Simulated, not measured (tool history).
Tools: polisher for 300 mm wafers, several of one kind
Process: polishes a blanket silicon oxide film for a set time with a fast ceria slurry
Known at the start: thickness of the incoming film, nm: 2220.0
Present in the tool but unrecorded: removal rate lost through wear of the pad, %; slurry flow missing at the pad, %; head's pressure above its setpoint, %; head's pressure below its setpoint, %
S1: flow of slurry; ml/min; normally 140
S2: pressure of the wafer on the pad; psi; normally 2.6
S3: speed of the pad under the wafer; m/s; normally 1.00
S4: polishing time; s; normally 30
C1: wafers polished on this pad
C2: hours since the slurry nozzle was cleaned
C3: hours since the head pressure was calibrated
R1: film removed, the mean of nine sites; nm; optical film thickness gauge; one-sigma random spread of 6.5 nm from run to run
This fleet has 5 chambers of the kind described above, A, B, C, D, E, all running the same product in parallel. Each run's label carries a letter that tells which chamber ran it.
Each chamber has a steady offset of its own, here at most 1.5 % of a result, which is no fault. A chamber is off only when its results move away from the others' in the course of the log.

Run 1E, hour 6.1: usual settings; C1 628; C2 462.7; C3 498.0. Result: R1 470.56 nm.
Run 2D, hour 9.3: usual settings; C1 444; C2 372.8; C3 498.4. Result: R1 474.42 nm.
Run 3B, hour 12.6: usual settings; C1 452; C2 247.8; C3 314.9. Result: R1 480.13 nm.
Run 4A, hour 16.7: usual settings; C1 693; C2 755.2; C3 235.2. Result: R1 469.47 nm.
Run 5C, hour 20.1: usual settings; C1 1067; C2 128.0; C3 741.5. Result: R1 460.44 nm.
Run 6D, hour 25.5: usual settings; C1 611; C2 389.0; C3 514.6. Result: R1 485.51 nm.
Run 7E, hour 29.1: usual settings; C1 864; C2 485.7; C3 521.0. Result: R1 465.51 nm.
At hour 31.3: chamber C: worn pad replaced by a new one.
At hour 33.3: chamber A: worn pad replaced by a new one.
Run 8A, hour 33.7: usual settings; C1 4; C2 772.2; C3 252.2. Result: R1 478.24 nm.
Run 9B, hour 38.3: usual settings; C1 716; C2 273.5; C3 340.6. Result: R1 484.84 nm.
Run 10C, hour 42.3: usual settings; C1 113; C2 150.2; C3 763.7. Result: R1 473.35 nm.
At hour 42.9: chamber E: worn pad replaced by a new one.
Run 11B, hour 45.2: usual settings; C1 787; C2 280.4; C3 347.5. Result: R1 468.83 nm.
Run 12E, hour 50.0: usual settings; C1 73; C2 506.6; C3 541.9. Result: R1 472.77 nm.
At hour 52.2: chamber C: head pressure recalibrated.
Run 13A, hour 53.9: usual settings; C1 211; C2 792.4; C3 272.4. Result: R1 466.78 nm.
At hour 56.6: chamber D: slurry nozzle cleaned.
Run 14D, hour 59.0: usual settings; C1 955; C2 2.4; C3 548.1. Result: R1 472.77 nm.
At hour 62.5: chamber B: worn pad replaced by a new one.
Run 15C, hour 62.9: usual settings; C1 325; C2 170.8; C3 10.8. Result: R1 510.71 nm.
Run 16C, hour 66.7: usual settings; C1 364; C2 174.6; C3 14.6. Result: R1 498.67 nm.
At hour 67.3: chamber D: worn pad replaced by a new one.
Run 17E, hour 71.8: usual settings but S3 1.32 m/s, S4 21 s; C1 297; C2 528.4; C3 563.7. Result: R1 439.98 nm.
Run 18B, hour 76.5: usual settings but S3 1.32 m/s, S4 21 s; C1 144; C2 311.7; C3 378.8. Result: R1 445.53 nm.
Run 19D, hour 82.1: usual settings but S3 1.32 m/s, S4 21 s; C1 152; C2 25.5; C3 571.2. Result: R1 437.86 nm.
Run 20A, hour 86.5: usual settings but S3 1.32 m/s, S4 21 s; C1 546; C2 825.0; C3 305.0. Result: R1 430.35 nm.
Run 21E, hour 90.9: usual settings but S3 1.32 m/s, S4 21 s; C1 493; C2 547.5; C3 582.8. Result: R1 440.07 nm.
Run 22A, hour 93.9: usual settings; C1 622; C2 832.4; C3 312.4. Result: R1 471.37 nm.
At hour 96.2: chamber B: slurry nozzle cleaned.
Run 23C, hour 98.6: usual settings; C1 691; C2 206.5; C3 46.5. Result: R1 510.02 nm.
Run 24B, hour 101.8: usual settings; C1 404; C2 5.6; C3 404.1. Result: R1 489.75 nm.
Run 25D, hour 104.5: usual settings but S4 25 s; C1 382; C2 47.9; C3 593.6. Result: R1 393.45 nm.
Run 26C, hour 109.2: usual settings but S4 25 s; C1 800; C2 217.1; C3 57.1. Result: R1 430.22 nm.
Run 27A, hour 113.5: usual settings but S4 25 s; C1 823; C2 852.0; C3 332.0. Result: R1 397.81 nm.
Run 28B, hour 117.1: usual settings but S4 25 s; C1 561; C2 20.9; C3 419.4. Result: R1 398.97 nm.
At hour 120.5: chamber B: head pressure recalibrated.
Run 29D, hour 121.1: usual settings but S4 25 s; C1 552; C2 64.5; C3 610.2. Result: R1 390.71 nm.
At hour 124.0: chamber E: worn pad replaced by a new one.
Run 30E, hour 125.2: usual settings; C1 13; C2 581.8; C3 617.1. Result: R1 483.69 nm.
Run 31E, hour 129.8: usual settings; C1 60; C2 586.4; C3 621.7. Result: R1 476.85 nm.
Run 32D, hour 134.5: usual settings; C1 690; C2 77.9; C3 623.6. Result: R1 479.86 nm.
Run 33C, hour 137.4: usual settings; C1 1090; C2 245.3; C3 85.3. Result: R1 507.60 nm.
Run 34B, hour 143.2: usual settings; C1 829; C2 47.0; C3 22.8. Result: R1 470.78 nm.

Which is it: a chamber that has drifted or been left off by a service, a gauge drift common to all chambers, or only each chamber's usual small offset? If a chamber is off, name it and its likeliest cause.

Chamber C came out of a service off from its peers and stayed that way.
What lies behind it: head's pressure above its setpoint, % = 8.16.

Here are 4 candidates for chamber C's next run, each the usual settings with a change, their results left as question marks. Which one brings its results back in line with what the others give on the usual settings?
In-line tolerance around the mean of the other chambers on the usual settings: R1 22.00 nm
Run 35C-1, hour 147.6: usual settings but S2 2.8 psi. Result: R1 ?.
Run 35C-2, hour 147.6: usual settings but S3 1.16 m/s. Result: R1 ?.
Run 35C-3, hour 147.6: usual settings but S4 28 s. Result: R1 ?.
Run 35C-4, hour 147.6: usual settings but S3 0.84 m/s. Result: R1 ?.

Other chambers, usual settings, mean: R1 473.44 nm
  run      R1
35C-1  544.02
35C-2  584.72
35C-3  471.13
35C-4  424.85
Change 35C-3 lands the chamber within the allowed miss of the other chambers.
